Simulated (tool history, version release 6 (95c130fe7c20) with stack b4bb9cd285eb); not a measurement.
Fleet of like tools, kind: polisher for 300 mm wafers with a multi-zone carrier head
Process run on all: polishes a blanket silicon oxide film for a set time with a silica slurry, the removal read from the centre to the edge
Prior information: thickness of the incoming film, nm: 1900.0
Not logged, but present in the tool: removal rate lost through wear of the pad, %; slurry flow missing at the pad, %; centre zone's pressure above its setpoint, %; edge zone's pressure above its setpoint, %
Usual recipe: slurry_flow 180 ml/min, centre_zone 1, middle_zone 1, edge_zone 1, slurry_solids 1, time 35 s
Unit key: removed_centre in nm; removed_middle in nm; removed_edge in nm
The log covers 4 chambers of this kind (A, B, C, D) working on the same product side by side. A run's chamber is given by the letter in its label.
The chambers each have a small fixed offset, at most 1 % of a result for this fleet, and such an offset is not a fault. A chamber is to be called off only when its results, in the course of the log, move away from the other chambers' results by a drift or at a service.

run	hour	slurry_flow	centre_zone	middle_zone	edge_zone	slurry_solids	time	wafers polished on this pad	hours since the slurry nozzle was cleaned	hours since the centre zone pressure was calibrated	hours since the edge zone pressure was calibrated	removed_centre	removed_middle	removed_edge
# hour 3: chamber B: worn pad replaced by a new one
1A	4.3	180	1	1	1	1	35	71	396.9	64.1	450.1	123.33	122.94	121.22
2C	8.7	180	1	1	1	1	35	771	234.4	460.9	634.6	126.31	122.31	120.91
3D	11.4	180	1	1	1	1	35	544	308.5	1099.6	199.2	121.32	122.31	123.61
4B	15.9	180	1	1	1	1	35	190	60.9	558.1	316	121.13	120.94	123.89
# hour 16.4: chamber A: edge zone pressure recalibrated
5A	20.7	180	1.09	1	0.91	1	35	312	413.3	80.5	4.3	133.33	125.35	115.68
6C	24.9	180	1.09	1	0.91	1	35	1009	250.6	477.1	650.8	137.84	122.85	116.35
# hour 28.3: chamber C: worn pad replaced by a new one
7B	29.7	180	1.09	1	0.91	1	35	393	74.7	571.9	329.8	133.43	119.46	117.16
8D	34.2	180	1.09	1	0.91	1	35	879	331.3	1122.4	222	135.71	122.58	116.44
9C	37.6	180	1	1	1	1	35	138	263.3	489.8	663.5	123.82	122.62	121.15
10B	40.5	150	1	1	0.94	1	35	552	85.5	582.7	340.6	115.16	119.58	116.36
# hour 40.6: chamber B: worn pad replaced by a new one
# hour 41.9: chamber D: worn pad replaced by a new one
11A	44.1	150	1	1	0.94	1	35	656	436.7	103.9	27.7	115.97	117.66	116.51
12D	47.2	150	1	1	0.94	1	35	78	344.3	1135.4	235	116.42	117.53	117.09
13C	49.8	150	1	1	0.94	1	35	317	275.5	502	675.7	117.74	120.3	114.52
14B	54.3	180	1	1	1	1.1	35	202	99.3	596.5	354.4	127.12	127.6	128.69
15A	58.8	180	1	1	1	1.1	35	872	451.4	118.6	42.4	130.05	130.55	128.72
16D	63	180	1	1	1	1.1	35	311	360.1	1151.2	250.8	126.71	128.55	127.17
17B	65.8	180	1	1	1	1.1	35	372	110.8	608	365.9	125.3	128.26	128.9
18C	70.8	180	1	1	1	1	35	626	296.5	523	696.7	122.09	123.38	122.13
19A	73.6	180	1	1	1	1	35	1090	466.2	133.4	57.2	122.87	125.37	122.9
# hour 74.1: chamber B: edge zone pressure recalibrated
# hour 74.3: chamber B: worn pad replaced by a new one
20D	76.2	180	1	1	1	1	35	505	373.3	1164.4	264	122.62	122.8	122.01
21D	79.1	180	1	1	1	1	35	548	376.2	1167.3	266.9	123.8	122.02	123.59
22A	83.8	180	1	1	1	1	35	1240	476.4	143.6	67.4	121.89	123.16	123.63
23B	87.2	180	1	1.09	1	1	35	190	132.2	629.4	13.1	120.62	133.88	124.43
# hour 89: chamber A: worn pad replaced by a new one
24C	91.6	180	1	1.09	1	1	35	932	317.3	543.8	717.5	122.74	134.87	119.46
# hour 93.8: chamber C: worn pad replaced by a new one
25D	94.6	180	1	1.09	1	1	35	776	391.7	1182.8	282.4	121.55	130.61	123.61
26A	97.1	180	1	1.09	1	1	35	120	489.7	156.9	80.7	124.07	134.83	122.03
27C	100.1	180	1	1	1	1	35	93	325.8	552.3	726	124.09	120.72	122.68
28B	103	180	1	1	1	1	35	423	148	645.2	28.9	121.48	119.55	122.64
29C	107	180	1	1	1	1	35	195	332.7	559.2	732.9	119.62	120.58	120.11
30A	110.8	180	1	1	1	1	35	322	503.4	170.6	94.4	122.18	124.76	122.1
# hour 112.3: chamber B: worn pad replaced by a new one
31B	113.4	180	1	1	1	1	35	16	158.4	655.6	39.3	123.67	121.11	123.4
# hour 116: chamber D: worn pad replaced by a new one
32D	116.4	180	1	1	1	1	35	6	413.5	1204.6	304.2	121.99	124.35	120.8
33B	120.5	180	1	1	1	1	35	121	165.5	662.7	46.4	120.97	121.66	123.28
34D	123.9	180	1	1	1	1	35	117	421	1212.1	311.7	120.63	123.84	121.29
35C	126.6	180	1	1	1	1	35	483	352.3	578.8	752.5	122.99	122.35	121.94
36A	130.1	180	0.91	1	1	1	35	605	522.7	189.9	113.7	110.85	123.47	121.28
37B	133	180	0.91	1	1	1	35	305	178	675.2	58.9	109.64	122.99	123
38C	136.6	180	0.91	1	1	1	35	630	362.3	588.8	762.5	109.08	121.69	121.65
39D	139.4	180	0.91	1	1	1	35	345	436.5	1227.6	327.2	111.99	123.64	121.48
40A	142.3	180	1	1	1	1	35	785	534.9	202.1	125.9	122.57	125.32	122.3
41C	146	180	1	1	1	1	35	769	371.7	598.2	771.9	122.06	123.38	122.22
42A	150.1	180	1.11	1	1	1.15	35	900	542.7	209.9	133.7	144.98	130.98	131.66

All 4 chambers run these settings next. Forecast each chamber's results:
43A	153.7	180	1	1	1	1	35					?	?	?
43B	153.7	180	1	1	1	1	35					?	?	?
43C	153.7	180	1	1	1	1	35					?	?	?
43D	153.7	180	1	1	1	1	35					?	?	?

run	removed_centre	removed_middle	removed_edge
43A	122.98	122.87	121.21
43B	120.41	122.65	122.66
43C	120.89	122.9	121.2
43D	121.92	122.7	122.69
